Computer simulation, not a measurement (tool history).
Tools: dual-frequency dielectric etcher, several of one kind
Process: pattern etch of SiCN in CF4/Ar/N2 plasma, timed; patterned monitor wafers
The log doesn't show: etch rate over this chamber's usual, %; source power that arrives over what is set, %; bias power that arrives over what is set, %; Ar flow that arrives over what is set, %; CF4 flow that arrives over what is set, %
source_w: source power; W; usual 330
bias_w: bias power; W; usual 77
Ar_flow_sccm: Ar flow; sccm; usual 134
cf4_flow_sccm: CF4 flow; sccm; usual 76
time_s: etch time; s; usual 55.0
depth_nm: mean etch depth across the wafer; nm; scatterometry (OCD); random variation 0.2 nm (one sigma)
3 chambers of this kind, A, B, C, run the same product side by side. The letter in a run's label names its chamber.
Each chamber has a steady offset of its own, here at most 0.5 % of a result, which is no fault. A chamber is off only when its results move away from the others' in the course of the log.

run   hour  source_w  bias_w  Ar_flow_sccm  cf4_flow_sccm  time_s  hours since the last wet clean  hours since the last source power generator calibration  hours since the last bias power generator calibration  hours since the last Ar flow controller change  hours since the last CF4 flow controller change  read-back reference wafer on the same gauge, depth_nm  depth_nm
 1C    9.6       330      77           134             76    55.0                           165.1                                                    153.5                                                 1585.5                                           803.3                                            806.9                                                 42.736    35.495
 2A   22.9       330      77           134             76    55.0                           321.8                                                    598.2                                                 1011.2                                           354.1                                           1821.8                                                 42.805    35.686
 3B   30.8       330      77           134             76    55.0                           336.1                                                   1658.8                                                 3338.9                                           106.7                                           1226.5                                                 42.799    35.547
 4A   42.9       330      77           134             76    55.0                           341.8                                                    618.2                                                 1031.2                                           374.1                                           1841.8                                                 42.784    36.118
 5B   54.0       410      77           134             76    55.0                           359.3                                                   1682.0                                                 3362.1                                           129.9                                           1249.7                                                 42.792    42.733
 6C   67.2       410      77           134             76    55.0                           222.7                                                    211.1                                                 1643.1                                           860.9                                            864.5                                                 42.804    42.701
 7C   80.9       410      77           134             76    55.0                           236.4                                                    224.8                                                 1656.8                                           874.6                                            878.2                                                 42.853    43.366
 8A   94.9       330      77           134             76    55.0                           393.8                                                    670.2                                                 1083.2                                           426.1                                           1893.8                                                 42.779    36.172
 9B  104.0       330      77           134             76    55.0                           409.3                                                   1732.0                                                 3412.1                                           179.9                                           1299.7                                                 42.826    35.866
10A  114.8       330      77           134             76    55.0                           413.7                                                    690.1                                                 1103.1                                           446.0                                           1913.7                                                 42.839    36.138
11C  128.2       330      91           134             76    47.0                           283.7                                                    272.1                                                 1704.1                                           921.9                                            925.5                                                 42.801    32.919
12B  141.1       330      91           134             76    47.0                           446.4                                                   1769.1                                                 3449.2                                           217.0                                           1336.8                                                 42.808    32.452
13A  152.3       330      91           134             76    47.0                           451.2                                                    727.6                                                 1140.6                                           483.5                                           1951.2                                                 42.826    32.778
14B  163.4       330      77           134             76    55.0                           468.7                                                   1791.4                                                 3471.5                                           239.3                                           1359.1                                                 42.806    35.610
15C  178.8       330      77           134             76    55.0                           334.3                                                    322.7                                                 1754.7                                           972.5                                            976.1                                                 42.783    36.053
     185.7  -- chamber A: wet clean of the chamber
16A  186.3       330      77           134             76    55.0                             0.6                                                    761.6                                                 1174.6                                           517.5                                           1985.2                                                 42.820    35.972
17C  197.1       330      77           134             76    40.5                           352.6                                                    341.0                                                 1773.0                                           990.8                                            994.4                                                 42.799    26.329
18B  210.0       330      77           134             76    40.5                           515.3                                                   1838.0                                                 3518.1                                           285.9                                           1405.7                                                 42.837    26.006
     225.8  -- chamber B: wet clean of the chamber
19C  225.8       330      77           134             76    40.5                           381.3                                                    369.7                                                 1801.7                                          1019.5                                           1023.1                                                 42.775    26.096
20B  237.9       330      77           134             76    55.0                            12.2                                                   1865.9                                                 3546.0                                           313.8                                           1433.6                                                 42.786    35.736
     238.5  -- chamber A: CF4 flow controller replaced
21A  249.2       330      77           134             76    55.0                            63.5                                                    824.5                                                 1237.5                                           580.4                                             10.8                                                 42.824    35.941
22C  256.6       330      77           134             76    55.0                           412.1                                                    400.5                                                 1832.5                                          1050.3                                           1053.9                                                 42.786    35.712
23B  271.2       300      77           134             91    55.0                            45.5                                                   1899.2                                                 3579.3                                           347.1                                           1466.9                                                 42.763    34.213
24A  287.1       300      77           134             91    55.0                           101.4                                                    862.4                                                 1275.4                                           618.3                                             48.7                                                 42.829    33.906
25C  296.5       300      77           134             91    55.0                           452.0                                                    440.4                                                 1872.4                                          1090.2                                           1093.8                                                 42.791    33.712
26B  306.7       330      77           134             76    55.0                            81.0                                                   1934.7                                                 3614.8                                           382.6                                           1502.4                                                 42.817    35.601
27A  315.1       330      77           134             76    55.0                           129.4                                                    890.4                                                 1303.4                                           646.3                                             76.7                                                 42.788    35.721
28B  329.1       330      77           134             76    55.0                           103.4                                                   1957.1                                                 3637.2                                           405.0                                           1524.8                                                 42.784    35.750
29C  336.4       330      77           134             76    55.0                           491.9                                                    480.3                                                 1912.3                                          1130.1                                           1133.7                                                 42.808    35.696

Is one chamber off against the others, does the gauge drift, or is nothing wrong? If a chamber is off, say which, and what the likeliest cause is.

No chamber stands off beyond its own small offset, and the gauge holds steady.
